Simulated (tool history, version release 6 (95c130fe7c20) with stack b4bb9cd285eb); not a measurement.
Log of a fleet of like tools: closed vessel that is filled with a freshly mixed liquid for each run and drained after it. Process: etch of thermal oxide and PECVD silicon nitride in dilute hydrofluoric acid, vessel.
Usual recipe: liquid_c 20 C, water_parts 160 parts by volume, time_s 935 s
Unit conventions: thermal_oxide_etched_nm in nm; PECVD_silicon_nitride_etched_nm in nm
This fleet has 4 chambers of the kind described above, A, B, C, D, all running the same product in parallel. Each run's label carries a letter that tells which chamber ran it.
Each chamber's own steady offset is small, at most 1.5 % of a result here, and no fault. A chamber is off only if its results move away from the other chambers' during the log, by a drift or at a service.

run   hour  liquid_c  water_parts  time_s  read-back film thickness of the thermal oxide reference wafer, read on the same gauge (nm)  read-back film thickness of the PECVD silicon nitride reference wafer, read on the same gauge (nm)  thermal_oxide_etched_nm  PECVD_silicon_nitride_etched_nm
 1B    3.1        20          160     935                                                                                      70.051                                                                                              110.00                   21.940                           20.634
 2D    7.9        20          160     935                                                                                      70.003                                                                                              110.00                   21.817                           20.860
 3C   11.1        20          160     935                                                                                      70.012                                                                                              109.99                   21.593                           20.902
 4A   13.9        20          160     935                                                                                      70.004                                                                                              110.03                   21.833                           20.911
 5B   17.5        20           85     530                                                                                      69.999                                                                                              110.01                   25.131                           22.206
 6C   21.2        20           85     530                                                                                      70.004                                                                                              109.98                   25.581                           22.389
 7A   24.9        20           85     530                                                                                      69.998                                                                                              109.98                   25.028                           21.854
 8D   29.9        20           85     530                                                                                      70.051                                                                                              109.98                   25.428                           21.969
 9C   34.9        20          160     935                                                                                      70.010                                                                                              110.03                   21.686                           20.872
10B   39.0        20          160     935                                                                                      69.950                                                                                              109.95                   21.888                           20.935
11A   43.1        20          160     935                                                                                      70.026                                                                                              110.00                   21.677                           20.962
12D   48.3        22          160    1120                                                                                      69.949                                                                                              110.00                   28.014                           28.466
      51.0  -- chamber B: thermometer replaced
13A   52.9        22          160    1120                                                                                      70.010                                                                                              110.02                   28.407                           28.583
14B   56.5        22          160    1120                                                                                      70.044                                                                                              109.99                   28.125                           28.408
15D   59.9        22          160    1120                                                                                      70.009                                                                                              110.00                   28.229                           28.330
16C   62.7        20          105     935                                                                                      70.019                                                                                              109.99                   35.623                           32.195
17B   67.4        20          105     935                                                                                      70.041                                                                                              109.96                   35.009                           31.314
18D   70.2        20          105     935                                                                                      69.997                                                                                              110.03                   35.003                           31.185
19C   74.6        20          105     935                                                                                      69.948                                                                                              109.99                   35.603                           31.837
20A   77.8        17          160     935                                                                                      69.981                                                                                              110.00                   19.194                           17.166
21A   80.2        17          160     935                                                                                      70.028                                                                                              110.01                   19.251                           16.984
22D   84.5        17          160     935                                                                                      70.056                                                                                              110.00                   19.362                           16.948
23C   89.8        17          160     935                                                                                      69.974                                                                                              110.01                   19.130                           17.192
24B   95.1        20          160     935                                                                                      70.016                                                                                              109.99                   21.827                           20.485
25B  100.3        20          160     935                                                                                      70.022                                                                                              109.98                   21.829                           20.740
26C  105.1        20          160     935                                                                                      69.997                                                                                              110.01                   21.608                           20.924
27A  107.5        20          160     935                                                                                      70.005                                                                                              110.01                   22.031                           20.932
28D  110.2        20          160     935                                                                                      70.030                                                                                              110.00                   21.975                           20.767
29D  115.0        20          160     935                                                                                      70.034                                                                                              110.01                   21.663                           20.943
30B  118.1        20          160     935                                                                                      69.971                                                                                              110.04                   21.814                           20.926
31A  121.2        23          105     935                                                                                      70.023                                                                                              110.03                   39.921                           38.229
32C  125.8        23          105     935                                                                                      70.014                                                                                              110.00                   39.691                           38.897
33D  129.8        23          105     935                                                                                      70.018                                                                                              110.01                   39.795                           38.618
34B  132.7        23          105     935                                                                                      70.018                                                                                              110.00                   39.491                           38.543
35A  135.4        20          160     935                                                                                      70.011                                                                                              110.05                   21.612                           20.997
36C  139.2        20          160     935                                                                                      69.992                                                                                              109.99                   21.223                           21.024
37D  142.0        20          160     935                                                                                      70.014                                                                                              109.99                   21.836                           20.961
38B  144.6        20          160     935                                                                                      70.000                                                                                              110.03                   21.420                           20.947
39A  147.0        20          160     935                                                                                      70.004                                                                                              109.97                   21.379                           20.975
40C  151.0        20          160     935                                                                                      70.011                                                                                              110.02                   21.766                           21.030

What goes on in this fleet: one chamber off, a drifting gauge, or nothing beyond the chambers' own small offsets? Name the chamber and the cause, if any.

Beyond each chamber's small constant offset nothing stands out, and the gauge stays steady.
